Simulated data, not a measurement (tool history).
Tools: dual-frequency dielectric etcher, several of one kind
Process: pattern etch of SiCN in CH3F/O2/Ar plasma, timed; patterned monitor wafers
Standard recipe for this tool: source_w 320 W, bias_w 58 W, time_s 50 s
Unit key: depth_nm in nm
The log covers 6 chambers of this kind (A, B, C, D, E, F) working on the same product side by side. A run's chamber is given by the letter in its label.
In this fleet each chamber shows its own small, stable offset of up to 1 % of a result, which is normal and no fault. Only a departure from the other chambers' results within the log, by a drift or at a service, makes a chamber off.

run,hour,source_w,bias_w,time_s,hours since the last wet clean,hours since the last source power generator calibration,hours since the last bias power generator calibration,"read-back reference wafer on the same gauge, depth_nm",depth_nm
1A,14.0,320,58,50,82.6,1466.9,674.8,19.219,16.032
# hour 19.8: chamber F: source power generator calibrated
2B,22.2,320,58,50,259.3,2214.8,293.9,19.207,15.908
3F,29.1,320,58,50,221.6,9.4,525.3,19.204,15.849
4D,43.4,320,58,50,302.0,2678.2,3906.7,19.194,15.900
5E,57.6,320,58,50,387.8,2554.8,1773.0,19.194,16.053
6C,73.6,320,58,50,242.0,595.6,2313.8,19.208,15.848
7C,81.3,320,58,50,249.7,603.3,2321.5,19.208,16.048
# hour 90.3: chamber B: wet clean of the chamber
8B,90.4,320,58,50,0.1,2283.0,362.1,19.198,15.891
9F,99.3,320,45,50,291.8,79.6,595.5,19.213,14.659
# hour 105.3: chamber E: wet clean of the chamber
10A,110.1,320,45,50,178.7,1563.0,770.9,19.192,14.723
11E,123.2,320,45,50,17.9,2620.4,1838.6,19.209,14.688
# hour 123.9: chamber E: source power generator calibrated
12D,131.8,320,45,50,390.4,2766.6,3995.1,19.211,14.533
13A,145.9,320,45,50,214.5,1598.8,806.7,19.200,14.635
14F,153.7,320,45,50,346.2,134.0,649.9,19.202,14.476
15D,161.0,320,58,50,419.6,2795.8,4024.3,19.177,15.886
16B,170.4,320,58,50,80.1,2363.0,442.1,19.199,15.891
17C,183.3,320,71,50,351.7,705.3,2423.5,19.183,16.915
18E,197.0,320,71,50,91.7,73.2,1912.4,19.193,17.331
19C,212.1,320,71,50,380.5,734.1,2452.3,19.195,17.026
20A,221.6,320,71,50,290.2,1674.5,882.4,19.197,17.155
21F,233.3,320,71,50,425.8,213.6,729.5,19.197,17.109
22B,241.6,320,71,50,151.3,2434.2,513.3,19.214,17.085
# hour 248.1: chamber D: wet clean of the chamber
23E,256.2,320,58,50,150.9,132.4,1971.6,19.192,16.050
# hour 259.7: chamber D: bias power generator calibrated
24D,269.8,320,58,50,21.8,2904.6,10.2,19.199,15.892
# hour 283.8: chamber A: wet clean of the chamber
25E,284.4,320,58,50,179.1,160.6,1999.8,19.193,16.113
26A,298.3,320,58,50,14.5,1751.2,959.1,19.227,15.993
27F,312.0,320,58,50,504.5,292.3,808.2,19.196,15.926
28B,323.2,320,58,50,232.9,2515.8,594.9,19.210,15.928
29C,334.7,320,58,50,503.1,856.7,2574.9,19.207,15.687
30D,349.1,320,58,50,101.1,2983.9,89.5,19.210,15.854
31A,363.7,320,58,50,79.9,1816.6,1024.5,19.192,16.107
32F,371.0,320,58,50,563.5,351.3,867.2,19.205,15.801
33E,380.1,320,58,50,274.8,256.3,2095.5,19.196,16.107
34B,395.6,320,58,61,305.3,2588.2,667.3,19.204,19.385
35D,409.4,320,58,61,161.4,3044.2,149.8,19.217,19.519
36C,419.5,320,58,61,587.9,941.5,2659.7,19.198,18.982
37C,429.4,320,58,61,597.8,951.4,2669.6,19.212,19.038
38D,436.8,320,58,61,188.8,3071.6,177.2,19.197,19.244

All chambers now run identical settings, listed one chamber a line with results as question marks. What results will each chamber show?
39A,448.3,320,66,50,,,,,?
39B,448.3,320,66,50,,,,,?
39C,448.3,320,66,50,,,,,?
39D,448.3,320,66,50,,,,,?
39E,448.3,320,66,50,,,,,?
39F,448.3,320,66,50,,,,,?

run,depth_nm
39A,16.705
39B,16.722
39C,16.384
39D,16.697
39E,16.691
39F,16.665
